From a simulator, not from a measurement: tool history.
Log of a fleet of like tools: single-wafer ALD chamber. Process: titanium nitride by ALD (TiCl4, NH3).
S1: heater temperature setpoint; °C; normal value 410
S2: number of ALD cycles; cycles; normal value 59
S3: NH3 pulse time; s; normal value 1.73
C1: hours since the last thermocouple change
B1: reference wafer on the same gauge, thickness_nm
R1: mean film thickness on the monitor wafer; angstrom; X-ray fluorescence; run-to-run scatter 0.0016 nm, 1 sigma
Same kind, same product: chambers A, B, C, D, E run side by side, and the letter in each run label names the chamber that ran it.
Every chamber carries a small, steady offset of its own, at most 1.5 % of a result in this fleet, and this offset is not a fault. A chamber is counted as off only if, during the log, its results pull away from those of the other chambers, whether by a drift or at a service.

Run 1A, day 0.354: usual settings; C1 92.3; B1 1.1303. Result: R1 12.940 angstrom.
Run 2D, day 0.917: usual settings; C1 1063.6; B1 1.1300. Result: R1 12.976 angstrom.
Run 3B, day 1.400: usual settings; C1 614.1; B1 1.1296. Result: R1 12.852 angstrom.
Run 4C, day 1.738: usual settings; C1 815.2; B1 1.1293. Result: R1 13.059 angstrom.
Run 5E, day 2.096: usual settings but S3 1.29 s; C1 1019.7; B1 1.1289. Result: R1 12.854 angstrom.
Run 6C, day 2.638: usual settings but S3 1.29 s; C1 836.8; B1 1.1292. Result: R1 12.934 angstrom.
Run 7D, day 2.929: usual settings but S3 1.29 s; C1 1111.9; B1 1.1289. Result: R1 12.803 angstrom.
Run 8E, day 3.375: usual settings but S3 1.29 s; C1 1050.4; B1 1.1289. Result: R1 12.847 angstrom.
Run 9A, day 3.704: usual settings but S3 1.29 s; C1 172.7; B1 1.1290. Result: R1 12.769 angstrom.
Run 10B, day 4.250: usual settings but S2 65 cycles, S3 1.40 s; C1 682.5; B1 1.1286. Result: R1 14.051 angstrom.
Run 11D, day 4.829: usual settings but S2 65 cycles, S3 1.40 s; C1 1157.5; B1 1.1285. Result: R1 14.156 angstrom.
Run 12E, day 5.296: usual settings but S2 65 cycles, S3 1.40 s; C1 1096.5; B1 1.1285. Result: R1 14.204 angstrom.
Run 13C, day 5.862: usual settings but S2 65 cycles, S3 1.40 s; C1 914.2; B1 1.1280. Result: R1 14.241 angstrom.
Run 14B, day 6.379: usual settings but S2 65 cycles, S3 1.40 s; C1 733.6; B1 1.1284. Result: R1 14.007 angstrom.
Run 15A, day 6.912: usual settings; C1 249.7; B1 1.1278. Result: R1 12.883 angstrom.
Run 16C, day 7.229: usual settings; C1 947.0; B1 1.1277. Result: R1 13.058 angstrom.
Run 17A, day 7.821: usual settings; C1 271.5; B1 1.1275. Result: R1 12.888 angstrom.
Run 18D, day 8.388: usual settings; C1 1242.9; B1 1.1275. Result: R1 12.955 angstrom.
Run 19B, day 8.992: usual settings; C1 796.3; B1 1.1275. Result: R1 12.830 angstrom.
Run 20E, day 9.325: usual settings; C1 1193.2; B1 1.1271. Result: R1 12.996 angstrom.
Run 21A, day 9.700: usual settings; C1 316.6; B1 1.1268. Result: R1 12.935 angstrom.
Run 22E, day 10.050: usual settings; C1 1210.6; B1 1.1269. Result: R1 12.975 angstrom.
Run 23C, day 10.533: usual settings; C1 1026.3; B1 1.1270. Result: R1 13.039 angstrom.
Run 24B, day 10.975: usual settings; C1 843.9; B1 1.1266. Result: R1 12.847 angstrom.
Run 25D, day 11.358: usual settings; C1 1314.2; B1 1.1263. Result: R1 12.940 angstrom.
Run 26D, day 11.954: usual settings but S2 54 cycles; C1 1328.5; B1 1.1260. Result: R1 11.831 angstrom.
Run 27B, day 12.254: usual settings but S2 54 cycles; C1 874.6; B1 1.1263. Result: R1 11.737 angstrom.
Run 28A, day 12.596: usual settings but S2 54 cycles; C1 386.1; B1 1.1262. Result: R1 11.792 angstrom.
Run 29E, day 13.038: usual settings but S2 54 cycles; C1 1282.3; B1 1.1258. Result: R1 11.857 angstrom.
Run 30C, day 13.488: usual settings but S2 54 cycles; C1 1097.2; B1 1.1259. Result: R1 11.915 angstrom.
Run 31D, day 13.912: usual settings; C1 1375.5; B1 1.1253. Result: R1 12.933 angstrom.
Run 32E, day 14.529: usual settings; C1 1318.1; B1 1.1257. Result: R1 12.941 angstrom.
Run 33B, day 15.154: usual settings; C1 944.2; B1 1.1253. Result: R1 12.793 angstrom.
Run 34C, day 15.738: usual settings; C1 1151.2; B1 1.1251. Result: R1 13.038 angstrom.
Run 35A, day 16.175: usual settings; C1 472.0; B1 1.1250. Result: R1 12.887 angstrom.
Run 36B, day 16.717: usual settings; C1 981.7; B1 1.1248. Result: R1 12.798 angstrom.
Run 37A, day 17.275: usual settings; C1 498.4; B1 1.1246. Result: R1 12.872 angstrom.
Run 38E, day 17.583: usual settings; C1 1391.4; B1 1.1246. Result: R1 12.952 angstrom.
Run 39C, day 18.196: usual settings but S1 404 °C; C1 1210.2; B1 1.1242. Result: R1 12.962 angstrom.
Run 40D, day 18.546: usual settings but S1 404 °C; C1 1486.7; B1 1.1249. Result: R1 12.861 angstrom.

Which is it: a chamber that has drifted or been left off by a service, a gauge drift common to all chambers, or only each chamber's usual small offset? If a chamber is off, name it and its likeliest cause.

The shared gauge is drifting. All chambers look as if they move in step, but none is off.
Cause: gauge reads low (%) = 0.511.
